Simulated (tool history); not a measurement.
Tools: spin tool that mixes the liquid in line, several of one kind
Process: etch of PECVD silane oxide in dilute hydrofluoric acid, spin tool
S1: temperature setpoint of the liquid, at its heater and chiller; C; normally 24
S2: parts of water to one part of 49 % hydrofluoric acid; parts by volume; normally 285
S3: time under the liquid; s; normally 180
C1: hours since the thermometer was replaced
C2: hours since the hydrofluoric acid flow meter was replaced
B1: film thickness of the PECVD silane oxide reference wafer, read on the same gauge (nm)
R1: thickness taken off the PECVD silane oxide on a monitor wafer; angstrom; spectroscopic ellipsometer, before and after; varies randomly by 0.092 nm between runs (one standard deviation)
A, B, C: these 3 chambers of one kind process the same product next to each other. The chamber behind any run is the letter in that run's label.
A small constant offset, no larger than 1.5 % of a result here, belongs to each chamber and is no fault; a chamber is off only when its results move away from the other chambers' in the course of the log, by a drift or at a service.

{"run": "1C", "day": 0.246, "S1": 24, "S2": 285, "S3": 180, "C1": 1713.3, "C2": 50.8, "B1": 50.009, "R1": 144.69}
{"run": "2A", "day": 0.583, "S1": 24, "S2": 285, "S3": 180, "C1": 703.3, "C2": 1246.2, "B1": 50.048, "R1": 148}
{"run": "3B", "day": 0.775, "S1": 24, "S2": 285, "S3": 180, "C1": 1111.5, "C2": 213.2, "B1": 49.995, "R1": 144.03}
{"run": "4C", "day": 0.958, "S1": 24, "S2": 285, "S3": 180, "C1": 1730.4, "C2": 67.9, "B1": 50.054, "R1": 146.58}
{"run": "5A", "day": 1.296, "S1": 24, "S2": 285, "S3": 180, "C1": 720.4, "C2": 1263.3, "B1": 49.949, "R1": 147.42}
{"run": "6B", "day": 1.567, "S1": 24, "S2": 285, "S3": 180, "C1": 1130.5, "C2": 232.2, "B1": 49.989, "R1": 144.08}
{"run": "7B", "day": 1.8, "S1": 24, "S2": 285, "S3": 180, "C1": 1136.1, "C2": 237.8, "B1": 49.975, "R1": 143.38}
{"run": "8C", "day": 1.962, "S1": 24, "S2": 285, "S3": 180, "C1": 1754.5, "C2": 92, "B1": 49.968, "R1": 142.67}
{"run": "9A", "day": 2.3, "S1": 24, "S2": 285, "S3": 135, "C1": 744.5, "C2": 1287.4, "B1": 50.008, "R1": 109.26}
{"run": "10A", "day": 2.517, "S1": 24, "S2": 285, "S3": 135, "C1": 749.7, "C2": 1292.6, "B1": 50.017, "R1": 110.79}
{"run": "11B", "day": 2.696, "S1": 24, "S2": 285, "S3": 135, "C1": 1157.6, "C2": 259.3, "B1": 49.997, "R1": 108.57}
{"run": "12C", "day": 2.983, "S1": 24, "S2": 285, "S3": 180, "C1": 1779, "C2": 116.5, "B1": 50.019, "R1": 146.44}
{"run": "13B", "day": 3.308, "S1": 24, "S2": 285, "S3": 180, "C1": 1172.3, "C2": 274, "B1": 50.003, "R1": 146.26}
{"run": "14C", "day": 3.546, "S1": 24, "S2": 285, "S3": 180, "C1": 1792.5, "C2": 130, "B1": 50.022, "R1": 145.31}
{"day": 3.821, "done": "chamber A: hydrofluoric acid flow meter replaced"}
{"run": "15A", "day": 3.842, "S1": 24, "S2": 285, "S3": 180, "C1": 781.5, "C2": 0.5, "B1": 50.016, "R1": 146.92}
{"run": "16C", "day": 4.146, "S1": 24, "S2": 285, "S3": 180, "C1": 1806.9, "C2": 144.4, "B1": 50.01, "R1": 145.02}
{"run": "17B", "day": 4.467, "S1": 24, "S2": 285, "S3": 180, "C1": 1200.1, "C2": 301.8, "B1": 50.053, "R1": 146.9}
{"run": "18A", "day": 4.638, "S1": 24, "S2": 285, "S3": 180, "C1": 800.6, "C2": 19.6, "B1": 50.002, "R1": 146.85}
{"run": "19C", "day": 4.879, "S1": 24, "S2": 285, "S3": 180, "C1": 1824.5, "C2": 162, "B1": 49.989, "R1": 145.02}
{"run": "20A", "day": 5.075, "S1": 24, "S2": 285, "S3": 180, "C1": 811.1, "C2": 30.1, "B1": 49.996, "R1": 145.16}
{"run": "21B", "day": 5.346, "S1": 24, "S2": 285, "S3": 180, "C1": 1221.2, "C2": 322.9, "B1": 50.049, "R1": 144.26}

Which is it: a chamber that has drifted or been left off by a service, a gauge drift common to all chambers, or only each chamber's usual small offset? If a chamber is off, name it and its likeliest cause.

Nothing is wrong: each chamber keeps only its own small, steady offset and the gauge holds still.

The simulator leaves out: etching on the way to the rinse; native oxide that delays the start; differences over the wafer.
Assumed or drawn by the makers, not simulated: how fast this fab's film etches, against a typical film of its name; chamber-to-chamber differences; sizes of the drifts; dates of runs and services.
